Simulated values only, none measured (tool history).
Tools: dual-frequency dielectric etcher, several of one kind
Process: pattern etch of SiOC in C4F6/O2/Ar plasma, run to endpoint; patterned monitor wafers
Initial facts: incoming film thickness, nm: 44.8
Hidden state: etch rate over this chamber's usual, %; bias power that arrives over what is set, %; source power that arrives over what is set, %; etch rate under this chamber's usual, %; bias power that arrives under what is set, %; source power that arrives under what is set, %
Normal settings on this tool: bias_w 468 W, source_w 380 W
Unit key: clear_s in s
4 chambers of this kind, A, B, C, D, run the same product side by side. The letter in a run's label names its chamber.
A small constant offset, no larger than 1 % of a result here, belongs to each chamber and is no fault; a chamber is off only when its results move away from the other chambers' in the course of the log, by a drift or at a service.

run   hour  bias_w  source_w  hours since the last wet clean  hours since the last bias power generator calibration  hours since the last source power generator calibration  clear_s
 1A    4.3     468       380                           108.9                                                  530.2                                                   2752.4   15.873
 2D    6.5     468       380                           537.7                                                  769.9                                                      223   15.748
 3B   11.4     468       380                           244.2                                                 2244.9                                                   1821.6   15.738
 4C   15.2     468       380                            77.7                                                  705.7                                                   1943.4   15.858
 5D   17.6     468       380                           548.8                                                    781                                                    234.1   15.863
 6C   20.3     468       380                            82.8                                                  710.8                                                   1948.5   15.922
 7B   22.7     468       380                           255.5                                                 2256.2                                                   1832.9   15.825
      24.9  -- chamber D: wet clean of the chamber
 8A   25.3     468       380                           129.9                                                  551.2                                                   2773.4   15.812
 9A   28.9     576       470                           133.5                                                  554.8                                                     2777   13.545
10C   32.2     576       470                            94.7                                                  722.7                                                   1960.4    13.53
11D   36.4     576       470                            11.6                                                  799.8                                                    252.9   13.497
12B   39.9     576       470                           272.7                                                 2273.4                                                   1850.1   13.588
13C     43     389       380                           105.5                                                  733.5                                                   1971.2   16.977
14D   47.2     389       380                            22.4                                                  810.6                                                    263.7   16.936
15A   51.2     389       380                           155.8                                                  577.1                                                   2799.3   17.041
16B   53.9     389       380                           286.7                                                 2287.4                                                   1864.1   16.916
      54.2  -- chamber C: source power generator calibrated
17B   56.7     468       380                           289.5                                                 2290.2                                                   1866.9   15.821
18A   59.5     512       380                           164.1                                                  585.4                                                   2807.6   15.281
19C   61.8     512       380                           124.3                                                  752.3                                                      7.6   15.303
20D   65.7     512       380                            40.9                                                  829.1                                                    282.2   15.302
21B   69.7     512       380                           302.5                                                 2303.2                                                   1879.9   15.277
22C   73.1     468       380                           135.6                                                  763.6                                                     18.9   15.823
23A   77.7     468       380                           182.3                                                  603.6                                                   2825.8   15.824
24D   82.7     468       380                            57.9                                                  846.1                                                    299.2    15.74
25A   87.2     532       300                           191.8                                                  613.1                                                   2835.3   16.532
26D   91.9     532       300                            67.1                                                  855.3                                                    308.4   16.339
27B   94.5     532       300                           327.3                                                   2328                                                   1904.7   16.583
28C   97.7     532       300                           160.2                                                  788.2                                                     43.5   16.493
29A    101     468       380                           205.6                                                  626.9                                                   2849.1   15.833
30B  104.5     561       460                           337.3                                                   2338                                                   1914.7   13.958
31D  108.7     561       460                            83.9                                                  872.1                                                    325.2    13.77
32C    113     561       460                           175.5                                                  803.5                                                     58.8   13.778
33C  116.9     561       460                           179.4                                                  807.4                                                     62.7   13.716
34D  119.3     468       380                            94.5                                                  882.7                                                    335.8   15.845
35A  123.2     468       380                           227.8                                                  649.1                                                   2871.3   15.907
36B  126.6     468       450                           359.4                                                 2360.1                                                   1936.8    15.32
37D  131.3     468       450                           106.5                                                  894.7                                                    347.8   14.898
38B    136     468       450                           368.8                                                 2369.5                                                   1946.2   15.161
39C  140.5     468       450                             203                                                    831                                                     86.3   14.819
40A    144     468       380                           248.6                                                  669.9                                                   2892.1   15.859
41C  148.3     518       380                           210.8                                                  838.8                                                     94.1   15.297

Read the log: is a single chamber off, either drifting away or since a service, is the gauge that measures every chamber drifting, or is nothing wrong beyond small per-chamber offsets? Name any odd chamber and what most likely caused it.

It is chamber B that slowly wanders off from its peers.
Most likely cause: etch rate under this chamber's usual, % = 3.57.

Which of the 4 candidates below, each the usual settings with something changed and its results left as question marks, puts chamber B back in line with what the other chambers give on the usual settings?
In line here means within this much of the mean the other chambers give on the usual settings: clear_s 0.17 s
42B-1   152     468       410                                                                                                                                                        ?
42B-2   152     468       350                                                                                                                                                        ?
42B-3   152     508       420                                                                                                                                                        ?
42B-4   152     391       380                                                                                                                                                        ?

Other chambers, usual settings, mean: clear_s 15.826 s
  run  clear_s
42B-1   15.862
42B-2   16.814
42B-3   15.254
42B-4   17.412
42B-1 puts the chamber back in line with the other chambers.

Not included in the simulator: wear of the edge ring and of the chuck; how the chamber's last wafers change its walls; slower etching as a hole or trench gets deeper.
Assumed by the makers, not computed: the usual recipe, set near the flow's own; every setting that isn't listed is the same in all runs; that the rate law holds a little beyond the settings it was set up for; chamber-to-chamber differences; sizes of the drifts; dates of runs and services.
